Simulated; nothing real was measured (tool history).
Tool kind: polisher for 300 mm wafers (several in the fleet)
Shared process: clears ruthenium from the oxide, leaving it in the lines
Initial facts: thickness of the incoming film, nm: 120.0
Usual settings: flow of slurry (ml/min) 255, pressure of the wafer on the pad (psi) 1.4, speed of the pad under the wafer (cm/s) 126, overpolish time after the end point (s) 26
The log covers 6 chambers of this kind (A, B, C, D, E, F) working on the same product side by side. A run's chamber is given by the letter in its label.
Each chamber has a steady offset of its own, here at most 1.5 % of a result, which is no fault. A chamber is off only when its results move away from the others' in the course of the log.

run,day,flow of slurry (ml/min),pressure of the wafer on the pad (psi),speed of the pad under the wafer (cm/s),overpolish time after the end point (s),wafers polished on this pad,hours since the slurry nozzle was cleaned,hours since the head pressure was calibrated,time until the end point was called (s)
# day 0.167: chamber B: head pressure recalibrated
# day 0.175: chamber D: worn pad replaced by a new one
1B,0.417,255,1.4,126,26,853,779.6,6.0,132.59
# day 0.517: chamber D: slurry nozzle cleaned
# day 0.646: chamber B: slurry nozzle cleaned
2A,0.675,255,1.4,126,26,504,548.7,796.4,133.52
3C,1.121,255,1.4,126,26,460,379.7,70.3,133.59
4D,1.438,255,1.4,126,26,216,22.1,99.2,130.85
5F,1.771,255,1.4,126,26,630,212.3,64.2,132.12
# day 1.879: chamber E: worn pad replaced by a new one
6E,2.033,255,1.4,126,26,26,455.7,103.7,132.53
7F,2.321,255,1.4,126,26,724,225.5,77.4,134.53
8B,2.688,295,1.4,106,26,1242,49.1,60.5,157.45
# day 3.042: chamber F: worn pad replaced by a new one
9E,3.050,295,1.4,106,26,200,480.1,128.1,155.47
# day 3.267: chamber A: worn pad replaced by a new one
10C,3.396,295,1.4,106,26,850,434.3,124.9,157.34
# day 3.529: chamber C: slurry nozzle cleaned
11D,3.600,295,1.4,106,26,586,74.0,151.1,153.77
12A,3.892,295,1.4,106,26,107,625.9,873.6,156.55
# day 4.021: chamber B: worn pad replaced by a new one
13A,4.162,295,1.4,106,26,153,632.4,880.1,154.53
14E,4.558,255,1.4,126,26,458,516.3,164.3,133.98
15B,4.908,255,1.4,126,26,152,102.4,113.8,131.95
# day 5.033: chamber F: slurry nozzle cleaned
# day 5.050: chamber E: slurry nozzle cleaned
16F,5.221,255,1.4,126,26,372,4.6,147.0,134.56
17D,5.492,205,1.4,126,26,909,119.4,196.5,134.83
# day 5.633: chamber E: worn pad replaced by a new one
18C,5.850,205,1.4,126,26,1269,55.7,183.8,138.90
19D,6.100,205,1.4,126,26,1013,134.0,211.1,138.20
# day 6.488: chamber A: head pressure recalibrated
20F,6.554,205,1.4,126,26,601,36.6,179.0,136.32
21E,6.862,205,1.4,126,26,210,43.5,219.6,136.53
22B,7.088,205,1.4,126,26,525,154.7,166.1,136.19
# day 7.138: chamber D: worn pad replaced by a new one
23C,7.488,255,1.4,126,26,1550,95.0,223.1,133.83
# day 7.596: chamber C: worn pad replaced by a new one
24A,7.883,255,1.4,126,26,790,721.7,33.6,120.84
# day 8.167: chamber F: worn pad replaced by a new one
25D,8.338,255,1.4,126,26,205,187.7,264.8,130.48
# day 8.354: chamber A: slurry nozzle cleaned
26B,8.767,255,1.4,126,26,812,195.0,206.4,135.66
# day 8.950: chamber A: worn pad replaced by a new one
27E,9.133,255,1.4,126,26,599,98.0,274.1,135.87
# day 9.488: chamber E: worn pad replaced by a new one
28C,9.529,205,1.4,126,12,331,144.0,272.1,137.46
29F,9.858,205,1.4,126,12,289,115.9,258.3,137.91
30A,10.288,205,1.4,126,12,229,46.4,91.3,121.88
31B,10.733,205,1.4,126,12,1148,242.2,253.6,135.93
32D,11.138,205,1.4,126,12,684,254.9,332.0,134.52
33F,11.375,205,1.4,126,12,549,152.3,294.7,138.64
34E,11.662,255,1.4,126,26,372,158.7,334.8,130.28
35C,11.983,255,1.4,126,19,751,202.9,331.0,134.90
36A,12.329,255,1.4,126,19,578,95.4,140.3,119.73
37C,12.671,255,1.4,126,19,868,219.4,347.5,134.92

Predict what each chamber gives when all 6 of them run the settings below next.
38A,13.012,210,1.4,126,26,,,,?
38B,13.012,210,1.4,126,26,,,,?
38C,13.012,210,1.4,126,26,,,,?
38D,13.012,210,1.4,126,26,,,,?
38E,13.012,210,1.4,126,26,,,,?
38F,13.012,210,1.4,126,26,,,,?

run,time until the end point was called (s)
38A,122.22
38B,137.87
38C,139.84
38D,135.14
38E,135.55
38F,135.61
